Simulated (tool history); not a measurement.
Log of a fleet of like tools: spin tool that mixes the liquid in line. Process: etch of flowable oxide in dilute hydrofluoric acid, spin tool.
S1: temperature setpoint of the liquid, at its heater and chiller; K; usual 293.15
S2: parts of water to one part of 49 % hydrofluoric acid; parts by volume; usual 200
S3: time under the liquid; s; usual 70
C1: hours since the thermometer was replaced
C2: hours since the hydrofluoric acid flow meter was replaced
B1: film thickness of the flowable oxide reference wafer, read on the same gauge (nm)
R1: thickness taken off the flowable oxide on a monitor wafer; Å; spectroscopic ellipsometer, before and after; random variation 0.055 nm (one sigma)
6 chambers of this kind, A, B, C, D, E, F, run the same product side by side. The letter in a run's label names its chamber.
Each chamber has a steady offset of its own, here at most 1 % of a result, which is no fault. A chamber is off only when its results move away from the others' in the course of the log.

run,hour,S1,S2,S3,C1,C2,B1,R1
1C,7.6,293.15,200,70,1678.5,249.1,70.032,84.417
2F,15,293.15,200,70,585.2,898,70.004,82.55
3E,22.9,293.15,200,70,414.5,495.4,70.009,81.89
4B,32.4,293.15,200,70,472.7,369.7,69.975,83.753
5A,42.2,293.15,200,70,379.8,2731.8,70.026,83.094
6D,49.8,293.15,200,70,372,1239,70,83.345
7D,54.4,293.15,200,70,376.6,1243.6,69.981,83.532
8E,63.4,293.15,200,70,455,535.9,70.018,81.981
9C,70.7,293.15,200,70,1741.6,312.2,70.022,83.445
10F,81,293.15,200,70,651.2,964,70.026,83.884
# hour 83.8: chamber F: hydrofluoric acid flow meter replaced
11B,86.8,293.15,200,70,527.1,424.1,69.964,82.263
12A,91.8,293.15,200,70,429.4,2781.4,69.992,83.581
13A,102.1,293.15,200,70,439.7,2791.7,69.994,82.81
14E,112.3,293.15,200,70,503.9,584.8,70.014,81.502
15F,117.9,293.15,200,70,688.1,34.1,70.018,83.136
16C,123.7,293.15,120,70,1794.6,365.2,69.995,150.84
17B,131,293.15,120,70,571.3,468.3,69.994,149.01
# hour 135.9: chamber A: hydrofluoric acid flow meter replaced
18D,138.5,293.15,120,70,460.7,1327.7,69.979,151.58
19C,146.3,293.15,120,70,1817.2,387.8,70.004,151.74
20A,151.7,293.15,120,70,489.3,15.8,70.019,151.76
21E,159.7,293.15,120,70,551.3,632.2,69.993,149.07
22B,167.9,293.15,270,35,608.2,505.2,70.005,28.74
23D,173.5,293.15,270,35,495.7,1362.7,69.976,28.829
24F,180.4,293.15,270,35,750.6,96.6,69.995,28.411
25F,189.9,293.15,270,35,760.1,106.1,69.982,28.703
26D,196.2,293.15,270,35,518.4,1385.4,70.007,28.895
27C,203.1,293.15,270,35,1874,444.6,69.992,28.59
28A,209.8,293.15,160,70,547.4,73.9,70,108.17
29B,217.2,293.15,160,70,657.5,554.5,69.954,107.48
# hour 218.7: chamber B: hydrofluoric acid flow meter replaced
30E,227.5,293.15,160,70,619.1,700,69.979,108.23
31A,234.2,293.15,160,70,571.8,98.3,69.979,106.54
32C,243.7,293.15,160,70,1914.6,485.2,69.961,109.59
# hour 248.7: chamber F: thermometer replaced
33D,252,293.15,160,70,574.2,1441.2,70.007,109.19
34E,257.9,293.15,200,70,649.5,730.4,70.033,80.988
35B,262.8,293.15,200,70,703.1,44.2,70.015,81.764
# hour 263.5: chamber E: thermometer replaced
36F,270.4,293.15,200,70,21.7,186.6,69.991,82.908
37E,275.2,293.15,200,70,11.8,747.7,70.043,81.308
38F,281.5,293.15,200,70,32.8,197.7,70.038,83.197
39B,286.1,293.15,200,70,726.4,67.5,69.973,83.784
40D,292.8,293.15,200,70,615,1482,69.992,83.817

Next, every chamber runs the same settings. What will each give?
41A,300.4,293.15,200,70,,,,?
41B,300.4,293.15,200,70,,,,?
41C,300.4,293.15,200,70,,,,?
41D,300.4,293.15,200,70,,,,?
41E,300.4,293.15,200,70,,,,?
41F,300.4,293.15,200,70,,,,?

run,R1
41A,83.061
41B,82.277
41C,83.056
41D,82.369
41E,81.159
41F,82.678
